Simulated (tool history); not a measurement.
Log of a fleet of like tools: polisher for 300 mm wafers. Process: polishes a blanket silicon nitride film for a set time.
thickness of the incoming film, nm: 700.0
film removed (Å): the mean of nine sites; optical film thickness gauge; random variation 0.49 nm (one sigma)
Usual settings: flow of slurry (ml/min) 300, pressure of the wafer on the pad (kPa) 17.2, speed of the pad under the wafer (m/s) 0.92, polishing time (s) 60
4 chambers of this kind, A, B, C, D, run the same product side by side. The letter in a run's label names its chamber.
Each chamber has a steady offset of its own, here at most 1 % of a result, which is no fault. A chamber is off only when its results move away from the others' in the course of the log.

run,day,flow of slurry (ml/min),pressure of the wafer on the pad (kPa),speed of the pad under the wafer (m/s),polishing time (s),film removed (Å)
1D,0.150,300,17.2,0.92,60,752.60
2C,0.271,300,17.2,0.92,60,756.33
3A,0.396,300,17.2,0.92,60,759.53
4B,0.483,300,17.2,0.92,60,760.47
5D,0.617,300,17.2,0.92,42,525.71
6B,0.804,300,17.2,0.92,42,528.72
7A,0.888,300,17.2,0.92,42,532.72
8C,1.062,300,17.2,0.92,42,527.27
9A,1.204,300,17.2,0.92,60,762.93
# day 1.208: chamber D: worn pad replaced by a new one
10C,1.371,300,17.2,0.92,60,763.30
11D,1.538,300,17.2,0.92,60,752.97
12B,1.646,300,17.2,0.92,60,754.43
13A,1.800,300,17.2,0.92,60,765.28
14B,1.883,300,17.2,0.92,60,763.24
15D,2.025,300,17.2,0.92,60,757.62
# day 2.083: chamber A: worn pad replaced by a new one
16C,2.154,300,17.2,0.92,60,776.21
# day 2.296: chamber C: worn pad replaced by a new one
17B,2.338,300,17.2,0.92,60,753.33
18A,2.421,335,17.2,0.92,60,769.52
19D,2.596,335,17.2,0.92,60,766.33
20C,2.762,335,17.2,0.92,60,792.68
# day 2.812: chamber D: slurry nozzle cleaned
21B,2.883,335,17.2,0.92,60,764.42
22C,3.008,300,17.2,0.92,60,788.15
23D,3.104,300,17.2,0.92,60,759.38
24A,3.221,300,17.2,0.92,60,768.92
# day 3.254: chamber B: worn pad replaced by a new one
25B,3.371,300,17.2,0.92,60,748.36
26C,3.467,300,17.2,0.92,60,786.32
27D,3.629,300,17.2,0.92,60,753.42
28A,3.758,300,17.2,0.92,60,757.18
29B,3.892,300,17.2,0.92,60,747.27
30A,4.033,300,17.2,0.92,60,761.37
31D,4.162,300,17.2,0.92,60,750.45
32C,4.250,300,17.2,0.92,60,787.81
33C,4.358,300,17.2,0.92,60,789.09
34B,4.492,300,17.2,0.92,60,767.30
# day 4.554: chamber B: slurry nozzle cleaned
35A,4.638,300,17.2,0.92,60,756.71
36D,4.767,210,13.1,0.92,60,561.06
# day 4.850: chamber B: head pressure recalibrated
37D,4.938,210,13.1,0.92,60,553.10
38C,5.112,210,13.1,0.92,60,591.03
39A,5.279,210,13.1,0.92,60,558.66
40B,5.396,300,17.2,0.92,60,764.89
41C,5.554,300,17.2,0.92,60,807.70
42B,5.721,300,17.2,0.92,60,757.87
43A,5.904,300,17.2,0.92,60,762.01

All 4 chambers run these settings next. Forecast each chamber's results:
44A,6.038,300,17.2,0.92,60,?
44B,6.038,300,17.2,0.92,60,?
44C,6.038,300,17.2,0.92,60,?
44D,6.038,300,17.2,0.92,60,?

run,film removed (Å)
44A,763.58
44B,769.29
44C,813.03
44D,759.25

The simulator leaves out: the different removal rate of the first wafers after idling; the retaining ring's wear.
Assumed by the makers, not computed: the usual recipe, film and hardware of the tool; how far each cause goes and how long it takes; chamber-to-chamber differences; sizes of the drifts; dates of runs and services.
